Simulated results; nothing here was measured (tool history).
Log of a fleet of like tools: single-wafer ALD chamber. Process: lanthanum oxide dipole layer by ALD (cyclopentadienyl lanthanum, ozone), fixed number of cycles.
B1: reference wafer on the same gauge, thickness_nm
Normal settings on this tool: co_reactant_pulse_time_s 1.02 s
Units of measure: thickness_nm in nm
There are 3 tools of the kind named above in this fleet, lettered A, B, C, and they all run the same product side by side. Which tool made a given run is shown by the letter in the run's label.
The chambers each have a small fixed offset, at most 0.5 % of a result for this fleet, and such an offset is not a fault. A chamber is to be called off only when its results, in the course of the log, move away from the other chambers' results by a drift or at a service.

Run 1C, hour 3.5: usual settings; B1 0.54827. Result: thickness_nm 0.50360 nm.
Run 2B, hour 8.2: usual settings; B1 0.54928. Result: thickness_nm 0.49767 nm.
Run 3A, hour 11.8: usual settings; B1 0.54951. Result: thickness_nm 0.50668 nm.
Run 4B, hour 15.0: usual settings; B1 0.54911. Result: thickness_nm 0.49692 nm.
Run 5C, hour 21.2: usual settings; B1 0.54972. Result: thickness_nm 0.50684 nm.
Run 6A, hour 27.7: usual settings; B1 0.54942. Result: thickness_nm 0.50310 nm.
Run 7A, hour 32.2: usual settings; B1 0.54858. Result: thickness_nm 0.50162 nm.
Run 8B, hour 38.3: usual settings but co_reactant_pulse_time_s 1.34 s; B1 0.54941. Result: thickness_nm 0.53485 nm.
Run 9C, hour 45.0: usual settings but co_reactant_pulse_time_s 1.34 s; B1 0.54949. Result: thickness_nm 0.53531 nm.
Run 10B, hour 48.9: usual settings but co_reactant_pulse_time_s 1.34 s; B1 0.54887. Result: thickness_nm 0.53027 nm.
Run 11C, hour 55.2: usual settings; B1 0.54823. Result: thickness_nm 0.50676 nm.
Run 12A, hour 62.0: usual settings; B1 0.54918. Result: thickness_nm 0.50377 nm.
Run 13C, hour 66.1: usual settings; B1 0.54917. Result: thickness_nm 0.50751 nm.
Run 14B, hour 69.4: usual settings; B1 0.54910. Result: thickness_nm 0.49251 nm.
Run 15A, hour 76.0: usual settings; B1 0.54862. Result: thickness_nm 0.49640 nm.
Run 16A, hour 82.8: usual settings but co_reactant_pulse_time_s 0.62 s; B1 0.54857. Result: thickness_nm 0.41093 nm.
Run 17B, hour 87.1: usual settings but co_reactant_pulse_time_s 0.62 s; B1 0.54891. Result: thickness_nm 0.39044 nm.
Run 18C, hour 91.4: usual settings but co_reactant_pulse_time_s 0.62 s; B1 0.54892. Result: thickness_nm 0.41587 nm.
Run 19A, hour 94.6: usual settings; B1 0.54919. Result: thickness_nm 0.50387 nm.
Run 20C, hour 97.8: usual settings but co_reactant_pulse_time_s 0.83 s; B1 0.54922. Result: thickness_nm 0.47075 nm.
Run 21B, hour 101.3: usual settings but co_reactant_pulse_time_s 0.83 s; B1 0.54835. Result: thickness_nm 0.44989 nm.
Run 22A, hour 106.2: usual settings but co_reactant_pulse_time_s 0.83 s; B1 0.54875. Result: thickness_nm 0.46784 nm.
Run 23C, hour 109.9: usual settings; B1 0.54901. Result: thickness_nm 0.50409 nm.
Run 24B, hour 115.2: usual settings but co_reactant_pulse_time_s 0.82 s; B1 0.54958. Result: thickness_nm 0.44273 nm.
Run 25A, hour 120.2: usual settings but co_reactant_pulse_time_s 0.82 s; B1 0.54901. Result: thickness_nm 0.46162 nm.
Run 26C, hour 125.6: usual settings but co_reactant_pulse_time_s 0.82 s; B1 0.54845. Result: thickness_nm 0.46461 nm.
Run 27B, hour 132.3: usual settings; B1 0.54906. Result: thickness_nm 0.47986 nm.
Run 28A, hour 138.8: usual settings; B1 0.54826. Result: thickness_nm 0.49887 nm.
Run 29B, hour 143.3: usual settings but co_reactant_pulse_time_s 1.15 s; B1 0.54905. Result: thickness_nm 0.49742 nm.
Run 30C, hour 150.4: usual settings but co_reactant_pulse_time_s 1.15 s; B1 0.54954. Result: thickness_nm 0.52201 nm.
Run 31C, hour 156.2: usual settings but co_reactant_pulse_time_s 1.15 s; B1 0.54885. Result: thickness_nm 0.52262 nm.
Run 32B, hour 160.0: usual settings; B1 0.55015. Result: thickness_nm 0.46968 nm.
Run 33A, hour 164.4: usual settings; B1 0.54885. Result: thickness_nm 0.50390 nm.

All chambers now run identical settings, listed one chamber a line with results as question marks. What results will each chamber show?
Run 34A, hour 169.5: usual settings but co_reactant_pulse_time_s 1.22 s. Result: thickness_nm ?.
Run 34B, hour 169.5: usual settings but co_reactant_pulse_time_s 1.22 s. Result: thickness_nm ?.
Run 34C, hour 169.5: usual settings but co_reactant_pulse_time_s 1.22 s. Result: thickness_nm ?.

run  thickness_nm
34A       0.52600
34B       0.49669
34C       0.53540

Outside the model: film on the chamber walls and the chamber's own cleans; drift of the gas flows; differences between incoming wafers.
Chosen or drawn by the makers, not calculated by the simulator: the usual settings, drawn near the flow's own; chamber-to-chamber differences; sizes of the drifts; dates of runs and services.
